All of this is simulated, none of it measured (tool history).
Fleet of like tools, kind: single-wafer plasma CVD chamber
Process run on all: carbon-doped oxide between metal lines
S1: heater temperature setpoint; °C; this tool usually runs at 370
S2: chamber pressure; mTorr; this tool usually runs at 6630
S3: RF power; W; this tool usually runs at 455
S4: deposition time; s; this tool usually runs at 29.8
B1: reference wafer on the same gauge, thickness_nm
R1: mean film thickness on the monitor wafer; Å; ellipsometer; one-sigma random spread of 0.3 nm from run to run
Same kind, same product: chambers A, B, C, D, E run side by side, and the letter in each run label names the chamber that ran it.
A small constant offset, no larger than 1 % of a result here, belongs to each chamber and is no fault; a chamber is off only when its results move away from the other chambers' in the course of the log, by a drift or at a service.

run   hour   S1    S2   S3    S4      B1      R1
       0.1  -- chamber D: thermocouple changed; heater temperature recalibrated
 1B    3.4  370  6630  455  29.8  131.04  1391.7
 2C    8.7  370  6630  455  29.8  131.01  1402.9
 3A   14.5  370  6630  455  29.8  130.95  1416.3
 4E   18.1  370  6630  455  29.8  130.88  1396.9
 5D   21.7  370  6630  455  29.8  130.95  1392.5
 6A   26.7  370  6630  455  29.8  131.04  1417.1
 7C   30.7  370  6630  455  29.8  130.97  1403.3
 8B   34.8  370  6630  535  24.5  131.03  1272.8
 9E   37.4  370  6630  535  24.5  131.07    1274
10D   41.9  370  6630  535  24.5  130.98    1283
11E   46.3  370  6630  535  24.5  130.96  1272.6
12B   50.7  370  6630  535  24.5  130.96  1274.9
13C   55.9  370  6630  455  29.8  130.99  1401.2
14D   59.6  370  6630  455  29.8  130.96  1396.3
15A   65.5  362  6630  390  29.8     131  1286.9
16C   70.2  362  6630  390  29.8  131.01  1276.6
17D   74.7  362  6630  390  29.8  130.98  1265.5
18E   77.9  362  6630  390  29.8  130.99    1270
19B     82  362  6630  390  29.8  131.04  1259.7
20A   86.5  370  6630  380  29.8  131.06  1237.2
21E   89.3  370  6630  380  29.8  131.01    1224
22C   94.3  370  6630  380  29.8  131.03  1226.1
23B     99  370  6630  380  29.8  130.99  1215.9
24D    105  370  6630  380  29.8  130.99  1217.5
25A    108  370  6630  455  29.8  130.95  1415.2
26D  111.7  376  6630  510  29.8  130.97  1488.4
27C  116.9  376  6630  510  29.8  131.03  1485.6
28A  122.1  376  6630  510  29.8  130.92  1499.3
29E  126.2  376  6630  510  29.8  130.99  1483.1
30B    130  376  6630  510  29.8  131.02    1477
31D    136  370  6630  455  29.8  131.05  1394.7
32B    141  370  6630  455  29.8  130.92  1393.7
33E  145.3  370  6630  455  29.8  131.02  1391.2
34C  148.4  370  6630  455  29.8     131  1409.1
35A  153.1  370  6630  455  29.8  130.98  1415.8
36D  158.3  370  6630  455  29.8  131.03  1397.2
37A  163.8  370  6630  455  29.8  130.99    1413
38B  167.4  370  6630  455  29.8     131    1392
39C  173.2  370  6630  455  29.8  130.98  1407.6

For the next run the whole fleet of 5 chambers uses the same settings. Give each chamber's results:
40A  177.6  370  6630  455  24.8       ?
40B  177.6  370  6630  455  24.8       ?
40C  177.6  370  6630  455  24.8       ?
40D  177.6  370  6630  455  24.8       ?
40E  177.6  370  6630  455  24.8       ?

run      R1
40A  1178.4
40B    1161
40C  1172.8
40D  1166.6
40E  1157.5
